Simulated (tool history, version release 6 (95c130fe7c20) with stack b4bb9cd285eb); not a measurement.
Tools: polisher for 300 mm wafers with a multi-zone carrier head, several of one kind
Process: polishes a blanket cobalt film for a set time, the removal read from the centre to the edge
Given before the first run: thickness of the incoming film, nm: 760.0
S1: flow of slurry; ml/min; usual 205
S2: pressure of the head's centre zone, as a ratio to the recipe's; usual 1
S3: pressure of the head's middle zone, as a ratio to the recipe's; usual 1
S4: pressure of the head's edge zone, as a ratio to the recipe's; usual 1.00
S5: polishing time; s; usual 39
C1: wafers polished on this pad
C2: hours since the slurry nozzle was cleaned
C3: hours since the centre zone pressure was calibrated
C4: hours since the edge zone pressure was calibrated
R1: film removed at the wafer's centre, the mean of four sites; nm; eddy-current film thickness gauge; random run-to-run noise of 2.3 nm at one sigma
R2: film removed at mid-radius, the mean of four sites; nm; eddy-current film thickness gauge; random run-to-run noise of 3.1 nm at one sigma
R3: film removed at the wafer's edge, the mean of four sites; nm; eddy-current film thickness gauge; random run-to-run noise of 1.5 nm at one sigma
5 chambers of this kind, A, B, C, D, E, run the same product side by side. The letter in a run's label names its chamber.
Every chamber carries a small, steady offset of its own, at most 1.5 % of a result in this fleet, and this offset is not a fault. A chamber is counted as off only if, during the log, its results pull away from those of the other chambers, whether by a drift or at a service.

{"hour": 2.4, "done": "chamber C: centre zone pressure recalibrated"}
{"hour": 2.7, "done": "chamber A: slurry nozzle cleaned"}
{"run": "1C", "hour": 14.4, "S1": 205, "S2": 1, "S3": 1, "S4": 1.0, "S5": 39, "C1": 680, "C2": 46.8, "C3": 12.1, "C4": 851.0, "R1": 222.75, "R2": 223.95, "R3": 222.46}
{"run": "2B", "hour": 25.4, "S1": 205, "S2": 1, "S3": 1, "S4": 1.0, "S5": 39, "C1": 723, "C2": 514.2, "C3": 57.4, "C4": 165.3, "R1": 220.91, "R2": 225.88, "R3": 219.61}
{"hour": 30.9, "done": "chamber C: worn pad replaced by a new one"}
{"run": "3D", "hour": 37.1, "S1": 205, "S2": 1, "S3": 1, "S4": 1.0, "S5": 39, "C1": 598, "C2": 130.8, "C3": 622.9, "C4": 749.9, "R1": 215.02, "R2": 221.92, "R3": 224.02}
{"run": "4E", "hour": 46.2, "S1": 205, "S2": 1, "S3": 1, "S4": 1.0, "S5": 39, "C1": 579, "C2": 87.1, "C3": 171.8, "C4": 652.0, "R1": 227.94, "R2": 223.59, "R3": 221.56}
{"run": "5A", "hour": 56.8, "S1": 205, "S2": 1, "S3": 1, "S4": 1.0, "S5": 39, "C1": 739, "C2": 54.1, "C3": 729.0, "C4": 715.7, "R1": 220.16, "R2": 230.4, "R3": 219.08}
{"hour": 57.8, "done": "chamber B: worn pad replaced by a new one"}
{"hour": 59.2, "done": "chamber A: worn pad replaced by a new one"}
{"run": "6E", "hour": 71.7, "S1": 205, "S2": 1, "S3": 1, "S4": 1.0, "S5": 39, "C1": 823, "C2": 112.6, "C3": 197.3, "C4": 677.5, "R1": 221.92, "R2": 220.04, "R3": 219.27}
{"run": "7C", "hour": 81.2, "S1": 205, "S2": 1, "S3": 1, "S4": 1.0, "S5": 39, "C1": 481, "C2": 113.6, "C3": 78.9, "C4": 917.8, "R1": 222.71, "R2": 216.63, "R3": 221.6}
{"run": "8A", "hour": 89.8, "S1": 205, "S2": 1, "S3": 1, "S4": 1.0, "S5": 39, "C1": 293, "C2": 87.1, "C3": 762.0, "C4": 748.7, "R1": 216.32, "R2": 227.94, "R3": 218.82}
{"hour": 99.1, "done": "chamber C: worn pad replaced by a new one"}
{"hour": 99.7, "done": "chamber D: worn pad replaced by a new one"}
{"run": "9D", "hour": 102.1, "S1": 205, "S2": 1, "S3": 1, "S4": 1.0, "S5": 39, "C1": 23, "C2": 195.8, "C3": 687.9, "C4": 814.9, "R1": 217.79, "R2": 222.89, "R3": 225.38}
{"hour": 110.6, "done": "chamber E: worn pad replaced by a new one"}
{"run": "10B", "hour": 116.8, "S1": 205, "S2": 1, "S3": 1, "S4": 1.0, "S5": 39, "C1": 565, "C2": 605.6, "C3": 148.8, "C4": 256.7, "R1": 223.36, "R2": 220.45, "R3": 220.22}
{"hour": 122.2, "done": "chamber D: slurry nozzle cleaned"}
{"run": "11E", "hour": 124.5, "S1": 205, "S2": 1, "S3": 1, "S4": 1.0, "S5": 39, "C1": 133, "C2": 165.4, "C3": 250.1, "C4": 730.3, "R1": 225.33, "R2": 217.12, "R3": 223.58}
{"hour": 129.1, "done": "chamber A: worn pad replaced by a new one"}
{"run": "12D", "hour": 131.9, "S1": 205, "S2": 1, "S3": 1, "S4": 1.0, "S5": 39, "C1": 308, "C2": 9.7, "C3": 717.7, "C4": 844.7, "R1": 218.1, "R2": 219.04, "R3": 225.18}
{"run": "13B", "hour": 144.1, "S1": 205, "S2": 1, "S3": 1, "S4": 1.0, "S5": 39, "C1": 827, "C2": 632.9, "C3": 176.1, "C4": 284.0, "R1": 220.96, "R2": 221.52, "R3": 221.64}
{"hour": 144.2, "done": "chamber C: edge zone pressure recalibrated"}
{"run": "14C", "hour": 153.6, "S1": 205, "S2": 1, "S3": 1, "S4": 1.0, "S5": 39, "C1": 522, "C2": 186.0, "C3": 151.3, "C4": 9.4, "R1": 225.34, "R2": 214.5, "R3": 224.38}
{"hour": 158.3, "done": "chamber B: worn pad replaced by a new one"}
{"run": "15A", "hour": 167.6, "S1": 205, "S2": 1, "S3": 1, "S4": 1.0, "S5": 39, "C1": 368, "C2": 164.9, "C3": 839.8, "C4": 826.5, "R1": 217.11, "R2": 220.36, "R3": 221.07}
{"hour": 172.7, "done": "chamber C: worn pad replaced by a new one"}
{"run": "16C", "hour": 180.5, "S1": 205, "S2": 1, "S3": 1, "S4": 1.0, "S5": 39, "C1": 75, "C2": 212.9, "C3": 178.2, "C4": 36.3, "R1": 222.63, "R2": 218.86, "R3": 219.7}
{"run": "17E", "hour": 190.6, "S1": 205, "S2": 1, "S3": 1, "S4": 1.0, "S5": 39, "C1": 766, "C2": 231.5, "C3": 316.2, "C4": 796.4, "R1": 221.24, "R2": 223.85, "R3": 221.41}
{"hour": 195.5, "done": "chamber A: worn pad replaced by a new one"}
{"run": "18B", "hour": 200.4, "S1": 205, "S2": 1, "S3": 1, "S4": 1.0, "S5": 39, "C1": 403, "C2": 689.2, "C3": 232.4, "C4": 340.3, "R1": 221.65, "R2": 222.62, "R3": 222.59}
{"hour": 200.5, "done": "chamber E: centre zone pressure recalibrated"}
{"run": "19A", "hour": 211.3, "S1": 205, "S2": 1, "S3": 1, "S4": 1.0, "S5": 39, "C1": 151, "C2": 208.6, "C3": 883.5, "C4": 870.2, "R1": 217.35, "R2": 216.79, "R3": 221.94}
{"run": "20D", "hour": 222.0, "S1": 205, "S2": 1, "S3": 1, "S4": 1.0, "S5": 39, "C1": 1171, "C2": 99.8, "C3": 807.8, "C4": 934.8, "R1": 217.88, "R2": 213.54, "R3": 222.65}
{"hour": 226.3, "done": "chamber D: worn pad replaced by a new one"}
{"run": "21A", "hour": 232.0, "S1": 270, "S2": 1, "S3": 1, "S4": 1.0, "S5": 39, "C1": 349, "C2": 229.3, "C3": 904.2, "C4": 890.9, "R1": 225.65, "R2": 227.9, "R3": 228.72}
{"hour": 234.9, "done": "chamber E: worn pad replaced by a new one"}
{"run": "22E", "hour": 245.8, "S1": 270, "S2": 1, "S3": 1, "S4": 1.0, "S5": 39, "C1": 104, "C2": 286.7, "C3": 45.4, "C4": 851.6, "R1": 232.49, "R2": 224.6, "R3": 225.65}
{"hour": 249.6, "done": "chamber C: worn pad replaced by a new one"}
{"hour": 256.0, "done": "chamber D: centre zone pressure recalibrated"}
{"run": "23D", "hour": 256.5, "S1": 270, "S2": 1, "S3": 1, "S4": 1.0, "S5": 39, "C1": 289, "C2": 134.3, "C3": 0.5, "C4": 969.3, "R1": 227.06, "R2": 223.25, "R3": 230.77}
{"hour": 265.6, "done": "chamber A: worn pad replaced by a new one"}
{"run": "24C", "hour": 271.6, "S1": 270, "S2": 1, "S3": 1, "S4": 1.0, "S5": 39, "C1": 211, "C2": 304.0, "C3": 269.3, "C4": 127.4, "R1": 232.71, "R2": 227.83, "R3": 230.3}
{"hour": 275.9, "done": "chamber B: worn pad replaced by a new one"}
{"run": "25B", "hour": 283.3, "S1": 270, "S2": 1, "S3": 1, "S4": 1.0, "S5": 39, "C1": 71, "C2": 772.1, "C3": 315.3, "C4": 423.2, "R1": 232.12, "R2": 232.84, "R3": 226.39}
{"run": "26C", "hour": 296.7, "S1": 205, "S2": 1, "S3": 1, "S4": 1.0, "S5": 39, "C1": 451, "C2": 329.1, "C3": 294.4, "C4": 152.5, "R1": 220.56, "R2": 225.08, "R3": 224.42}
{"run": "27D", "hour": 308.3, "S1": 205, "S2": 1, "S3": 1, "S4": 1.0, "S5": 39, "C1": 785, "C2": 186.1, "C3": 52.3, "C4": 1021.1, "R1": 218.97, "R2": 218.03, "R3": 223.97}
{"hour": 312.5, "done": "chamber B: slurry nozzle cleaned"}
{"hour": 318.0, "done": "chamber D: slurry nozzle cleaned"}
{"run": "28E", "hour": 323.1, "S1": 205, "S2": 1, "S3": 1, "S4": 1.0, "S5": 39, "C1": 845, "C2": 364.0, "C3": 122.7, "C4": 928.9, "R1": 221.03, "R2": 217.1, "R3": 221.53}
{"hour": 325.6, "done": "chamber C: worn pad replaced by a new one"}
{"run": "29B", "hour": 330.1, "S1": 205, "S2": 1, "S3": 1, "S4": 1.0, "S5": 39, "C1": 519, "C2": 17.6, "C3": 362.1, "C4": 470.0, "R1": 217.87, "R2": 219.24, "R3": 220.48}
{"run": "30A", "hour": 342.8, "S1": 205, "S2": 1, "S3": 1, "S4": 1.0, "S5": 39, "C1": 740, "C2": 340.1, "C3": 1015.0, "C4": 1001.7, "R1": 218.83, "R2": 227.5, "R3": 222.07}
{"run": "31C", "hour": 352.2, "S1": 205, "S2": 1, "S3": 1, "S4": 1.0, "S5": 39, "C1": 255, "C2": 384.6, "C3": 349.9, "C4": 208.0, "R1": 224.94, "R2": 220.1, "R3": 224.5}
{"hour": 352.4, "done": "chamber E: slurry nozzle cleaned"}
{"hour": 361.4, "done": "chamber E: worn pad replaced by a new one"}
{"run": "32D", "hour": 366.1, "S1": 205, "S2": 1, "S3": 1, "S4": 1.0, "S5": 39, "C1": 1338, "C2": 48.1, "C3": 110.1, "C4": 1078.9, "R1": 217.5, "R2": 218.57, "R3": 224.68}
{"run": "33E", "hour": 373.7, "S1": 205, "S2": 1, "S3": 1, "S4": 1.0, "S5": 39, "C1": 118, "C2": 21.4, "C3": 173.3, "C4": 979.5, "R1": 223.42, "R2": 220.64, "R3": 218.9}
{"hour": 382.7, "done": "chamber B: worn pad replaced by a new one"}
{"run": "34B", "hour": 383.6, "S1": 205, "S2": 1, "S3": 1, "S4": 0.95, "S5": 39, "C1": 8, "C2": 71.1, "C3": 415.6, "C4": 523.5, "R1": 218.04, "R2": 222.89, "R3": 214.62}

Decide between three cases: one chamber stands off from its peers, the gauge reading all wafers drifts, or nothing is wrong past each chamber's small offset. Where a chamber is off, say which and what most likely put it there.

No chamber stands off beyond its own small offset, and the gauge holds steady.

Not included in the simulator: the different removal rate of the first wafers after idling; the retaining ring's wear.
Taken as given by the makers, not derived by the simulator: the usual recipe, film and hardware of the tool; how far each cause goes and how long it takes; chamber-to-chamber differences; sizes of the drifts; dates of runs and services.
